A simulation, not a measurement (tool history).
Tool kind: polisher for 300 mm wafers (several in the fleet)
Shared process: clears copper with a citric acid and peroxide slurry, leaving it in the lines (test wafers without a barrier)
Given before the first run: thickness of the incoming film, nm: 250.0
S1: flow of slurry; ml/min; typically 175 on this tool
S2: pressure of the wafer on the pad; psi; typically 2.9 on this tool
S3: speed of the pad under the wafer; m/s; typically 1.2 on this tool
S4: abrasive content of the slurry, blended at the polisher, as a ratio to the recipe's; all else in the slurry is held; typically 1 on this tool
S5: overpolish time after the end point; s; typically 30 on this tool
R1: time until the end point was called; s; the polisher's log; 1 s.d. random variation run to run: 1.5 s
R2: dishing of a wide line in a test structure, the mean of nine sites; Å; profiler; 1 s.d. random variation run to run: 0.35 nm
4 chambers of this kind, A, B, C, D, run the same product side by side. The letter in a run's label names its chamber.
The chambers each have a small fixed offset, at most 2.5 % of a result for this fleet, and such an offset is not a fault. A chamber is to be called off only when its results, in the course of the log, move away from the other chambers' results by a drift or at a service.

-- hour=4.6 chamber B: worn pad replaced by a new one
run 1A hour=5.7 | S1=175 S2=2.9 S3=1.2 S4=1 S5=30 | R1=91.966 R2=339.28
run 2C hour=13.6 | S1=175 S2=2.9 S3=1.2 S4=1 S5=30 | R1=96.33 R2=329.08
-- hour=16 chamber D: slurry blender recalibrated
run 3B hour=20.6 | S1=175 S2=2.9 S3=1.2 S4=1 S5=30 | R1=89.038 R2=341.11
-- hour=21.8 chamber A: slurry blender recalibrated
-- hour=26.5 chamber C: slurry blender recalibrated
run 4D hour=31.1 | S1=175 S2=2.9 S3=1.2 S4=1 S5=30 | R1=93.428 R2=336.3
-- hour=33.5 chamber A: head pressure recalibrated
run 5D hour=37.1 | S1=175 S2=2.9 S3=1.2 S4=1.2 S5=44 | R1=88.415 R2=395.45
run 6C hour=42.5 | S1=175 S2=2.9 S3=1.2 S4=1.2 S5=44 | R1=88.186 R2=384.84
-- hour=43.9 chamber C: worn pad replaced by a new one
-- hour=45.2 chamber B: head pressure recalibrated
-- hour=52.7 chamber A: worn pad replaced by a new one
run 7A hour=53.7 | S1=175 S2=2.9 S3=1.2 S4=1.2 S5=44 | R1=89.792 R2=392.09
run 8B hour=59.7 | S1=175 S2=2.9 S3=1.2 S4=1.2 S5=44 | R1=89.728 R2=385.24
-- hour=61 chamber B: worn pad replaced by a new one
run 9D hour=69 | S1=175 S2=2.9 S3=1.2 S4=1 S5=30 | R1=95.191 R2=341.52
run 10B hour=78.1 | S1=175 S2=2.9 S3=1.2 S4=1 S5=30 | R1=93.637 R2=341.96
run 11A hour=86.9 | S1=175 S2=2.9 S3=1.2 S4=1.15 S5=30 | R1=89.474 R2=343.72
-- hour=93.8 chamber C: slurry nozzle cleaned
run 12C hour=97 | S1=175 S2=2.9 S3=1.2 S4=1.15 S5=30 | R1=87.688 R2=340.96
run 13A hour=107.9 | S1=175 S2=2.9 S3=1.2 S4=1.15 S5=30 | R1=92.497 R2=343.65
run 14B hour=118.6 | S1=175 S2=2.9 S3=1.2 S4=1.15 S5=30 | R1=88.034 R2=336.71
-- hour=122.5 chamber D: worn pad replaced by a new one
-- hour=123.4 chamber B: worn pad replaced by a new one
run 15D hour=125.4 | S1=175 S2=2.9 S3=1.2 S4=1 S5=30 | R1=95.763 R2=334.75
run 16C hour=135.8 | S1=175 S2=2.9 S3=1.2 S4=1 S5=30 | R1=92.918 R2=326.4
-- hour=138 chamber B: slurry nozzle cleaned
-- hour=140.6 chamber C: worn pad replaced by a new one
run 17D hour=145.9 | S1=175 S2=2.9 S3=1.2 S4=1 S5=30 | R1=92.727 R2=335.84
-- hour=151.9 chamber A: worn pad replaced by a new one
run 18A hour=153.4 | S1=175 S2=2.9 S3=1.2 S4=1 S5=30 | R1=91.017 R2=339.9
-- hour=156.8 chamber D: slurry nozzle cleaned
run 19C hour=163.9 | S1=175 S2=2.9 S3=1.2 S4=1 S5=30 | R1=92.089 R2=329.78
run 20B hour=169.2 | S1=175 S2=2.9 S3=1.2 S4=1 S5=36 | R1=91.561 R2=361.24
run 21D hour=175.6 | S1=175 S2=2.9 S3=1.2 S4=1 S5=36 | R1=92.611 R2=361.58
-- hour=183.7 chamber A: slurry nozzle cleaned
run 22C hour=184.2 | S1=175 S2=2.9 S3=1.2 S4=1 S5=36 | R1=89.969 R2=352.13
-- hour=186.5 chamber B: worn pad replaced by a new one
run 23A hour=192.2 | S1=175 S2=2.9 S3=1.2 S4=1 S5=36 | R1=94.341 R2=360.2
-- hour=198.6 chamber D: slurry blender recalibrated
run 24B hour=201.4 | S1=175 S2=2.9 S3=1.2 S4=1 S5=30 | R1=91.345 R2=342.42
run 25A hour=212.8 | S1=175 S2=2.9 S3=1.2 S4=1 S5=30 | R1=89.923 R2=344.91
run 26B hour=223 | S1=175 S2=2.9 S3=1.2 S4=1 S5=30 | R1=93.248 R2=335.01
-- hour=230.9 chamber C: worn pad replaced by a new one
run 27D hour=232.6 | S1=175 S2=2.9 S3=1.2 S4=1 S5=30 | R1=93.323 R2=338.15
run 28C hour=238.5 | S1=175 S2=2.9 S3=0.78 S4=0.85 S5=30 | R1=148.11 R2=262.88
run 29D hour=246 | S1=175 S2=2.9 S3=0.78 S4=0.85 S5=30 | R1=150.3 R2=270.66
-- hour=247 chamber A: worn pad replaced by a new one
-- hour=249.7 chamber C: slurry blender recalibrated
run 30A hour=251.5 | S1=175 S2=2.9 S3=0.78 S4=0.85 S5=30 | R1=140.55 R2=267.93
-- hour=256.7 chamber B: worn pad replaced by a new one
run 31C hour=259.4 | S1=175 S2=2.9 S3=0.78 S4=0.85 S5=30 | R1=145.94 R2=261.47
run 32B hour=266.1 | S1=175 S2=2.9 S3=1.2 S4=1 S5=30 | R1=91.377 R2=340.66

One chamber off, gauge drift, or nothing amiss beyond the chambers' own small offsets? If it is a chamber, which one, and what is the likeliest cause?

Neither any chamber nor the gauge drifts; the chambers differ only by their own small, steady offsets.
